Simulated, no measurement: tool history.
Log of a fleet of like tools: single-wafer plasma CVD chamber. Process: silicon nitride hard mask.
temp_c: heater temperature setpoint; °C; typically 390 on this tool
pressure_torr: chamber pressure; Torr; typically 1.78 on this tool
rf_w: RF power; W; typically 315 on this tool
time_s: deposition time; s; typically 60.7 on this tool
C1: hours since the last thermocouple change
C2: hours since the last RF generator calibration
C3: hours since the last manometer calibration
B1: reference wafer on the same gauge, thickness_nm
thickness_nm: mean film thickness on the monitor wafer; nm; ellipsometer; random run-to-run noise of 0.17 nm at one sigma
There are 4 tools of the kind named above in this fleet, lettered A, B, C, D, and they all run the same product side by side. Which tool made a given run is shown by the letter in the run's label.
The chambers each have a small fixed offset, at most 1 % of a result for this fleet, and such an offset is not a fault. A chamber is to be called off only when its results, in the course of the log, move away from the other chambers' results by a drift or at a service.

{"run": "1D", "hour": 4.6, "temp_c": 390, "pressure_torr": 1.78, "rf_w": 315, "time_s": 60.7, "C1": 648.5, "C2": 925.0, "C3": 1490.3, "B1": 70.302, "thickness_nm": 74.79}
{"run": "2A", "hour": 11.6, "temp_c": 390, "pressure_torr": 1.78, "rf_w": 315, "time_s": 60.7, "C1": 792.5, "C2": 242.6, "C3": 2149.8, "B1": 70.277, "thickness_nm": 75.131}
{"run": "3B", "hour": 17.6, "temp_c": 390, "pressure_torr": 1.78, "rf_w": 315, "time_s": 60.7, "C1": 808.6, "C2": 775.5, "C3": 221.0, "B1": 70.294, "thickness_nm": 73.991}
{"run": "4C", "hour": 22.6, "temp_c": 390, "pressure_torr": 1.78, "rf_w": 315, "time_s": 60.7, "C1": 936.9, "C2": 1806.0, "C3": 823.1, "B1": 70.286, "thickness_nm": 75.621}
{"run": "5C", "hour": 28.8, "temp_c": 390, "pressure_torr": 1.78, "rf_w": 315, "time_s": 60.7, "C1": 943.1, "C2": 1812.2, "C3": 829.3, "B1": 70.319, "thickness_nm": 75.015}
{"run": "6B", "hour": 37.0, "temp_c": 390, "pressure_torr": 1.78, "rf_w": 315, "time_s": 60.7, "C1": 828.0, "C2": 794.9, "C3": 240.4, "B1": 70.283, "thickness_nm": 74.352}
{"run": "7A", "hour": 42.1, "temp_c": 390, "pressure_torr": 1.78, "rf_w": 315, "time_s": 60.7, "C1": 823.0, "C2": 273.1, "C3": 2180.3, "B1": 70.348, "thickness_nm": 75.05}
{"run": "8D", "hour": 48.5, "temp_c": 390, "pressure_torr": 1.78, "rf_w": 315, "time_s": 60.7, "C1": 692.4, "C2": 968.9, "C3": 1534.2, "B1": 70.348, "thickness_nm": 74.408}
{"run": "9A", "hour": 55.2, "temp_c": 390, "pressure_torr": 1.78, "rf_w": 315, "time_s": 60.7, "C1": 836.1, "C2": 286.2, "C3": 2193.4, "B1": 70.288, "thickness_nm": 75.024}
{"run": "10B", "hour": 61.8, "temp_c": 390, "pressure_torr": 1.78, "rf_w": 315, "time_s": 60.7, "C1": 852.8, "C2": 819.7, "C3": 265.2, "B1": 70.32, "thickness_nm": 74.305}
{"run": "11D", "hour": 68.2, "temp_c": 390, "pressure_torr": 1.64, "rf_w": 265, "time_s": 60.7, "C1": 712.1, "C2": 988.6, "C3": 1553.9, "B1": 70.295, "thickness_nm": 65.063}
{"run": "12C", "hour": 76.1, "temp_c": 390, "pressure_torr": 1.64, "rf_w": 265, "time_s": 60.7, "C1": 990.4, "C2": 1859.5, "C3": 876.6, "B1": 70.264, "thickness_nm": 65.163}
{"run": "13A", "hour": 85.1, "temp_c": 390, "pressure_torr": 1.64, "rf_w": 265, "time_s": 60.7, "C1": 866.0, "C2": 316.1, "C3": 2223.3, "B1": 70.288, "thickness_nm": 64.936}
{"run": "14C", "hour": 91.4, "temp_c": 390, "pressure_torr": 1.64, "rf_w": 265, "time_s": 60.7, "C1": 1005.7, "C2": 1874.8, "C3": 891.9, "B1": 70.297, "thickness_nm": 64.977}
{"run": "15D", "hour": 99.2, "temp_c": 390, "pressure_torr": 1.78, "rf_w": 315, "time_s": 60.7, "C1": 743.1, "C2": 1019.6, "C3": 1584.9, "B1": 70.325, "thickness_nm": 74.678}
{"run": "16B", "hour": 106.1, "temp_c": 390, "pressure_torr": 1.78, "rf_w": 315, "time_s": 60.7, "C1": 897.1, "C2": 864.0, "C3": 309.5, "B1": 70.307, "thickness_nm": 74.03}
{"run": "17C", "hour": 115.6, "temp_c": 390, "pressure_torr": 1.78, "rf_w": 315, "time_s": 60.7, "C1": 1029.9, "C2": 1899.0, "C3": 916.1, "B1": 70.279, "thickness_nm": 75.418}
{"run": "18B", "hour": 120.6, "temp_c": 390, "pressure_torr": 1.78, "rf_w": 315, "time_s": 60.7, "C1": 911.6, "C2": 878.5, "C3": 324.0, "B1": 70.319, "thickness_nm": 74.517}
{"run": "19D", "hour": 127.1, "temp_c": 390, "pressure_torr": 1.78, "rf_w": 315, "time_s": 60.7, "C1": 771.0, "C2": 1047.5, "C3": 1612.8, "B1": 70.308, "thickness_nm": 74.56}
{"run": "20A", "hour": 132.8, "temp_c": 390, "pressure_torr": 1.78, "rf_w": 315, "time_s": 60.7, "C1": 913.7, "C2": 363.8, "C3": 2271.0, "B1": 70.316, "thickness_nm": 74.068}
{"run": "21B", "hour": 139.2, "temp_c": 390, "pressure_torr": 1.78, "rf_w": 315, "time_s": 60.7, "C1": 930.2, "C2": 897.1, "C3": 342.6, "B1": 70.279, "thickness_nm": 74.144}
{"run": "22A", "hour": 146.4, "temp_c": 390, "pressure_torr": 1.78, "rf_w": 315, "time_s": 60.7, "C1": 927.3, "C2": 377.4, "C3": 2284.6, "B1": 70.308, "thickness_nm": 74.276}
{"run": "23C", "hour": 153.2, "temp_c": 390, "pressure_torr": 1.99, "rf_w": 295, "time_s": 60.7, "C1": 1067.5, "C2": 1936.6, "C3": 953.7, "B1": 70.246, "thickness_nm": 74.042}
{"run": "24D", "hour": 160.0, "temp_c": 390, "pressure_torr": 1.99, "rf_w": 295, "time_s": 60.7, "C1": 803.9, "C2": 1080.4, "C3": 1645.7, "B1": 70.317, "thickness_nm": 73.827}
{"run": "25A", "hour": 165.4, "temp_c": 390, "pressure_torr": 1.99, "rf_w": 295, "time_s": 60.7, "C1": 946.3, "C2": 396.4, "C3": 2303.6, "B1": 70.3, "thickness_nm": 72.517}
{"run": "26B", "hour": 171.5, "temp_c": 390, "pressure_torr": 1.99, "rf_w": 295, "time_s": 60.7, "C1": 962.5, "C2": 929.4, "C3": 374.9, "B1": 70.253, "thickness_nm": 73.632}
{"run": "27C", "hour": 179.7, "temp_c": 390, "pressure_torr": 1.78, "rf_w": 315, "time_s": 60.7, "C1": 1094.0, "C2": 1963.1, "C3": 980.2, "B1": 70.31, "thickness_nm": 75.574}

Next, every chamber runs the same settings. What will each give?
{"run": "28A", "hour": 186.7, "temp_c": 390, "pressure_torr": 1.78, "rf_w": 315, "time_s": 60.7, "thickness_nm": "?"}
{"run": "28B", "hour": 186.7, "temp_c": 390, "pressure_torr": 1.78, "rf_w": 315, "time_s": 60.7, "thickness_nm": "?"}
{"run": "28C", "hour": 186.7, "temp_c": 390, "pressure_torr": 1.78, "rf_w": 315, "time_s": 60.7, "thickness_nm": "?"}
{"run": "28D", "hour": 186.7, "temp_c": 390, "pressure_torr": 1.78, "rf_w": 315, "time_s": 60.7, "thickness_nm": "?"}

run=28A thickness_nm=73.578
run=28B thickness_nm=74.450
run=28C thickness_nm=75.400
run=28D thickness_nm=74.788
